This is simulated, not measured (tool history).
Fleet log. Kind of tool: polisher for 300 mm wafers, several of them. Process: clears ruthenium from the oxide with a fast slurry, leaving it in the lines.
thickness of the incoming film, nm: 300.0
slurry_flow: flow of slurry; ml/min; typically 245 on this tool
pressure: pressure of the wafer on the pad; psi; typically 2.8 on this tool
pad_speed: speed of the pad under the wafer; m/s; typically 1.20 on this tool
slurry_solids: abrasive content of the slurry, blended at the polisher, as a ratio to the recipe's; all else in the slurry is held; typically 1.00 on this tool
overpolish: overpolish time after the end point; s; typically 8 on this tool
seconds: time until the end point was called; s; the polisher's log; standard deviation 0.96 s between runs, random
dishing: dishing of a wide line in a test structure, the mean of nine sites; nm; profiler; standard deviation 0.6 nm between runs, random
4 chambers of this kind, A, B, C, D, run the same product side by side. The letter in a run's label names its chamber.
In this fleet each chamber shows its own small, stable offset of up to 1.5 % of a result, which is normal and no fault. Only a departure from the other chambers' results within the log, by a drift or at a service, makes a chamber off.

{"run": "1D", "hour": 6.9, "slurry_flow": 245, "pressure": 2.8, "pad_speed": 1.2, "slurry_solids": 1.0, "overpolish": 8, "seconds": 66.336, "dishing": 31.09}
{"run": "2A", "hour": 12.1, "slurry_flow": 245, "pressure": 2.8, "pad_speed": 1.2, "slurry_solids": 1.0, "overpolish": 8, "seconds": 65.566, "dishing": 31.167}
{"hour": 12.5, "done": "chamber A: slurry nozzle cleaned"}
{"run": "3C", "hour": 16.7, "slurry_flow": 245, "pressure": 2.8, "pad_speed": 1.2, "slurry_solids": 1.0, "overpolish": 8, "seconds": 65.277, "dishing": 29.738}
{"run": "4B", "hour": 20.0, "slurry_flow": 245, "pressure": 2.8, "pad_speed": 1.2, "slurry_solids": 1.0, "overpolish": 8, "seconds": 64.49, "dishing": 31.04}
{"run": "5A", "hour": 23.1, "slurry_flow": 245, "pressure": 2.8, "pad_speed": 1.2, "slurry_solids": 1.0, "overpolish": 8, "seconds": 66.541, "dishing": 30.836}
{"hour": 25.2, "done": "chamber D: worn pad replaced by a new one"}
{"run": "6C", "hour": 27.2, "slurry_flow": 245, "pressure": 2.8, "pad_speed": 1.2, "slurry_solids": 1.0, "overpolish": 8, "seconds": 65.289, "dishing": 30.673}
{"hour": 28.9, "done": "chamber A: worn pad replaced by a new one"}
{"hour": 30.1, "done": "chamber C: slurry blender recalibrated"}
{"hour": 31.1, "done": "chamber A: head pressure recalibrated"}
{"hour": 31.4, "done": "chamber C: worn pad replaced by a new one"}
{"run": "7D", "hour": 33.3, "slurry_flow": 245, "pressure": 2.8, "pad_speed": 1.2, "slurry_solids": 1.0, "overpolish": 8, "seconds": 65.599, "dishing": 30.163}
{"run": "8B", "hour": 37.2, "slurry_flow": 245, "pressure": 2.8, "pad_speed": 1.2, "slurry_solids": 1.0, "overpolish": 8, "seconds": 65.915, "dishing": 31.424}
{"run": "9D", "hour": 40.5, "slurry_flow": 245, "pressure": 2.8, "pad_speed": 1.2, "slurry_solids": 0.75, "overpolish": 8, "seconds": 75.239, "dishing": 26.916}
{"run": "10C", "hour": 47.1, "slurry_flow": 245, "pressure": 2.8, "pad_speed": 1.2, "slurry_solids": 0.75, "overpolish": 8, "seconds": 76.784, "dishing": 26.425}
{"run": "11B", "hour": 52.2, "slurry_flow": 245, "pressure": 2.8, "pad_speed": 1.2, "slurry_solids": 0.75, "overpolish": 8, "seconds": 75.174, "dishing": 26.96}
{"hour": 53.0, "done": "chamber B: worn pad replaced by a new one"}
{"run": "12A", "hour": 58.0, "slurry_flow": 245, "pressure": 2.8, "pad_speed": 1.2, "slurry_solids": 0.75, "overpolish": 8, "seconds": 74.718, "dishing": 27.874}
{"run": "13B", "hour": 63.6, "slurry_flow": 245, "pressure": 2.8, "pad_speed": 1.2, "slurry_solids": 1.0, "overpolish": 8, "seconds": 65.473, "dishing": 30.994}
{"hour": 65.8, "done": "chamber B: slurry nozzle cleaned"}
{"run": "14C", "hour": 69.7, "slurry_flow": 245, "pressure": 2.8, "pad_speed": 1.2, "slurry_solids": 1.0, "overpolish": 8, "seconds": 65.133, "dishing": 30.27}
{"run": "15A", "hour": 76.5, "slurry_flow": 320, "pressure": 2.8, "pad_speed": 1.2, "slurry_solids": 1.0, "overpolish": 8, "seconds": 63.71, "dishing": 30.727}
{"run": "16D", "hour": 81.9, "slurry_flow": 320, "pressure": 2.8, "pad_speed": 1.2, "slurry_solids": 1.0, "overpolish": 8, "seconds": 63.711, "dishing": 30.908}
{"run": "17A", "hour": 85.7, "slurry_flow": 320, "pressure": 2.8, "pad_speed": 1.2, "slurry_solids": 1.0, "overpolish": 8, "seconds": 64.491, "dishing": 31.611}
{"hour": 86.0, "done": "chamber D: worn pad replaced by a new one"}
{"run": "18D", "hour": 88.8, "slurry_flow": 320, "pressure": 2.8, "pad_speed": 1.2, "slurry_solids": 1.0, "overpolish": 8, "seconds": 65.64, "dishing": 31.366}
{"hour": 89.4, "done": "chamber C: head pressure recalibrated"}
{"run": "19C", "hour": 94.2, "slurry_flow": 245, "pressure": 2.8, "pad_speed": 1.2, "slurry_solids": 1.0, "overpolish": 8, "seconds": 65.256, "dishing": 30.832}
{"hour": 96.4, "done": "chamber A: worn pad replaced by a new one"}
{"run": "20B", "hour": 98.9, "slurry_flow": 245, "pressure": 2.8, "pad_speed": 1.2, "slurry_solids": 1.0, "overpolish": 8, "seconds": 66.146, "dishing": 29.621}
{"run": "21C", "hour": 102.7, "slurry_flow": 245, "pressure": 2.8, "pad_speed": 1.2, "slurry_solids": 1.0, "overpolish": 8, "seconds": 65.866, "dishing": 30.941}
{"run": "22D", "hour": 109.6, "slurry_flow": 245, "pressure": 2.8, "pad_speed": 1.2, "slurry_solids": 1.0, "overpolish": 8, "seconds": 65.416, "dishing": 29.397}
{"run": "23B", "hour": 113.6, "slurry_flow": 245, "pressure": 2.8, "pad_speed": 1.2, "slurry_solids": 1.0, "overpolish": 8, "seconds": 65.113, "dishing": 31.816}
{"hour": 113.7, "done": "chamber B: worn pad replaced by a new one"}
{"run": "24A", "hour": 118.5, "slurry_flow": 245, "pressure": 2.0, "pad_speed": 1.2, "slurry_solids": 1.0, "overpolish": 8, "seconds": 91.289, "dishing": 22.505}
{"hour": 124.3, "done": "chamber D: slurry blender recalibrated"}
{"run": "25A", "hour": 125.2, "slurry_flow": 245, "pressure": 2.0, "pad_speed": 1.2, "slurry_solids": 1.0, "overpolish": 8, "seconds": 90.802, "dishing": 23.094}
{"run": "26B", "hour": 129.6, "slurry_flow": 245, "pressure": 2.0, "pad_speed": 1.2, "slurry_solids": 1.0, "overpolish": 8, "seconds": 93.897, "dishing": 23.057}
{"run": "27C", "hour": 133.7, "slurry_flow": 245, "pressure": 2.0, "pad_speed": 1.2, "slurry_solids": 1.0, "overpolish": 8, "seconds": 91.229, "dishing": 22.716}
{"hour": 135.9, "done": "chamber C: worn pad replaced by a new one"}
{"run": "28D", "hour": 137.9, "slurry_flow": 245, "pressure": 2.8, "pad_speed": 1.38, "slurry_solids": 1.0, "overpolish": 4, "seconds": 56.048, "dishing": 17.931}
{"run": "29D", "hour": 143.2, "slurry_flow": 245, "pressure": 2.8, "pad_speed": 1.38, "slurry_solids": 1.0, "overpolish": 4, "seconds": 57.984, "dishing": 18.0}
{"run": "30C", "hour": 150.2, "slurry_flow": 245, "pressure": 2.8, "pad_speed": 1.38, "slurry_solids": 1.0, "overpolish": 4, "seconds": 56.53, "dishing": 18.357}
{"run": "31B", "hour": 155.9, "slurry_flow": 245, "pressure": 2.8, "pad_speed": 1.38, "slurry_solids": 1.0, "overpolish": 4, "seconds": 58.354, "dishing": 18.976}
{"hour": 158.1, "done": "chamber B: head pressure recalibrated"}
{"hour": 158.3, "done": "chamber D: worn pad replaced by a new one"}
{"run": "32A", "hour": 160.5, "slurry_flow": 245, "pressure": 2.8, "pad_speed": 1.2, "slurry_solids": 1.0, "overpolish": 8, "seconds": 64.773, "dishing": 30.448}
{"run": "33B", "hour": 163.6, "slurry_flow": 245, "pressure": 3.7, "pad_speed": 1.2, "slurry_solids": 1.0, "overpolish": 8, "seconds": 50.345, "dishing": 39.319}
{"run": "34C", "hour": 170.1, "slurry_flow": 245, "pressure": 3.7, "pad_speed": 1.2, "slurry_solids": 1.0, "overpolish": 8, "seconds": 49.857, "dishing": 39.269}
{"hour": 170.5, "done": "chamber A: worn pad replaced by a new one"}
{"run": "35D", "hour": 176.5, "slurry_flow": 245, "pressure": 3.7, "pad_speed": 1.2, "slurry_solids": 1.0, "overpolish": 8, "seconds": 50.152, "dishing": 39.371}
{"run": "36A", "hour": 183.6, "slurry_flow": 245, "pressure": 3.7, "pad_speed": 1.2, "slurry_solids": 1.0, "overpolish": 8, "seconds": 50.233, "dishing": 40.736}
{"run": "37A", "hour": 187.5, "slurry_flow": 245, "pressure": 2.8, "pad_speed": 1.2, "slurry_solids": 1.0, "overpolish": 8, "seconds": 66.01, "dishing": 31.085}

Predict what each chamber gives when all 4 of them run the settings below next.
{"run": "38A", "hour": 192.5, "slurry_flow": 245, "pressure": 2.2, "pad_speed": 1.2, "slurry_solids": 1.0, "overpolish": 8, "seconds": "?", "dishing": "?"}
{"run": "38B", "hour": 192.5, "slurry_flow": 245, "pressure": 2.2, "pad_speed": 1.2, "slurry_solids": 1.0, "overpolish": 8, "seconds": "?", "dishing": "?"}
{"run": "38C", "hour": 192.5, "slurry_flow": 245, "pressure": 2.2, "pad_speed": 1.2, "slurry_solids": 1.0, "overpolish": 8, "seconds": "?", "dishing": "?"}
{"run": "38D", "hour": 192.5, "slurry_flow": 245, "pressure": 2.2, "pad_speed": 1.2, "slurry_solids": 1.0, "overpolish": 8, "seconds": "?", "dishing": "?"}

run=38A seconds=83.396 dishing=24.451
run=38B seconds=81.967 dishing=25.391
run=38C seconds=80.985 dishing=25.022
run=38D seconds=82.721 dishing=24.319
